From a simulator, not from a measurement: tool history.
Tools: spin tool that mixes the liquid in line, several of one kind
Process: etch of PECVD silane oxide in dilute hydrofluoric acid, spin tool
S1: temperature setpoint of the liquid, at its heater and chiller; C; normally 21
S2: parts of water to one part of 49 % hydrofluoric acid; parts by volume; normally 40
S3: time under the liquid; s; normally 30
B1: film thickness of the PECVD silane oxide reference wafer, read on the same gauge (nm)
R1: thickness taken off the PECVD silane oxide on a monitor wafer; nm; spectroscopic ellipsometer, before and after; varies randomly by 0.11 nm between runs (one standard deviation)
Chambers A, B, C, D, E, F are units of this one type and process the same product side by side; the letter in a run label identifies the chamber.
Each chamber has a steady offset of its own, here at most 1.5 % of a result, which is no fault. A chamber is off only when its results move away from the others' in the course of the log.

| run | hour | S1 | S2 | S3 | B1 | R1 |
|---|---|---|---|---|---|---|
| 1E | 6.7 | 21 | 40 | 30 | 40.002 | 24.848 |
| 2A | 14.6 | 21 | 40 | 30 | 39.997 | 25.422 |
| 3F | 21.7 | 21 | 40 | 30 | 39.992 | 25.244 |
| 4C | 27.0 | 21 | 40 | 30 | 39.988 | 24.984 |
| 5B | 31.2 | 21 | 40 | 30 | 39.999 | 25.312 |
| 6D | 37.2 | 18 | 40 | 40 | 40.011 | 29.416 |
| 7B | 44.7 | 18 | 40 | 40 | 39.979 | 29.703 |
| 8E | 48.9 | 18 | 40 | 40 | 40.012 | 29.049 |
| 9C | 53.9 | 18 | 40 | 40 | 39.961 | 29.479 |
| 10A | 60.6 | 18 | 40 | 40 | 40.005 | 29.709 |
| 11F | 65.0 | 18 | 40 | 40 | 39.997 | 29.587 |
| 12D | 71.4 | 21 | 40 | 30 | 39.990 | 25.221 |
| 13A | 76.0 | 21 | 40 | 30 | 40.017 | 25.335 |
| 14E | 81.6 | 21 | 40 | 30 | 40.014 | 24.787 |
| 15B | 90.1 | 21 | 40 | 20 | 40.006 | 16.674 |
| 16C | 95.4 | 21 | 40 | 20 | 40.008 | 16.699 |
| 17F | 100.7 | 21 | 40 | 20 | 39.997 | 16.791 |
|  | 104.0 | chamber C: hydrofluoric acid flow meter replaced |
| 18D | 108.3 | 21 | 40 | 20 | 40.026 | 16.866 |
| 19B | 115.9 | 21 | 40 | 20 | 40.028 | 16.872 |
| 20C | 122.0 | 21 | 40 | 20 | 39.990 | 16.722 |
| 21E | 127.5 | 21 | 40 | 30 | 40.000 | 24.640 |
| 22D | 131.7 | 21 | 40 | 30 | 40.002 | 25.062 |
| 23A | 136.1 | 21 | 40 | 30 | 40.017 | 25.380 |
| 24F | 141.4 | 21 | 40 | 30 | 39.998 | 25.206 |
|  | 145.6 | chamber E: hydrofluoric acid flow meter replaced |
| 25B | 146.6 | 21 | 40 | 30 | 39.993 | 25.156 |
| 26E | 154.8 | 21 | 40 | 30 | 40.010 | 24.920 |
| 27F | 158.6 | 21 | 40 | 30 | 39.999 | 25.244 |
| 28C | 163.4 | 21 | 40 | 30 | 39.994 | 25.218 |
| 29D | 168.7 | 21 | 30 | 20 | 40.004 | 22.666 |
| 30A | 173.8 | 21 | 30 | 20 | 40.014 | 22.764 |
| 31F | 179.2 | 21 | 30 | 20 | 40.005 | 22.756 |
| 32C | 183.9 | 21 | 30 | 20 | 39.976 | 22.501 |
| 33B | 188.6 | 21 | 30 | 20 | 39.987 | 22.538 |
| 34A | 195.1 | 21 | 30 | 20 | 40.008 | 22.619 |
| 35E | 198.9 | 21 | 40 | 30 | 40.008 | 24.655 |
| 36D | 207.3 | 21 | 40 | 30 | 39.995 | 25.136 |
| 37B | 213.4 | 21 | 40 | 30 | 39.998 | 25.180 |
| 38E | 220.3 | 21 | 40 | 30 | 40.006 | 24.751 |

Predict what each chamber gives when all 6 of them run the settings below next.
| 39A | 226.4 | 21 | 40 | 30 |  | ? |
| 39B | 226.4 | 21 | 40 | 30 |  | ? |
| 39C | 226.4 | 21 | 40 | 30 |  | ? |
| 39D | 226.4 | 21 | 40 | 30 |  | ? |
| 39E | 226.4 | 21 | 40 | 30 |  | ? |
| 39F | 226.4 | 21 | 40 | 30 |  | ? |

| run | R1 |
|---|---|
| 39A | 25.341 |
| 39B | 25.283 |
| 39C | 25.045 |
| 39D | 25.248 |
| 39E | 24.981 |
| 39F | 25.313 |
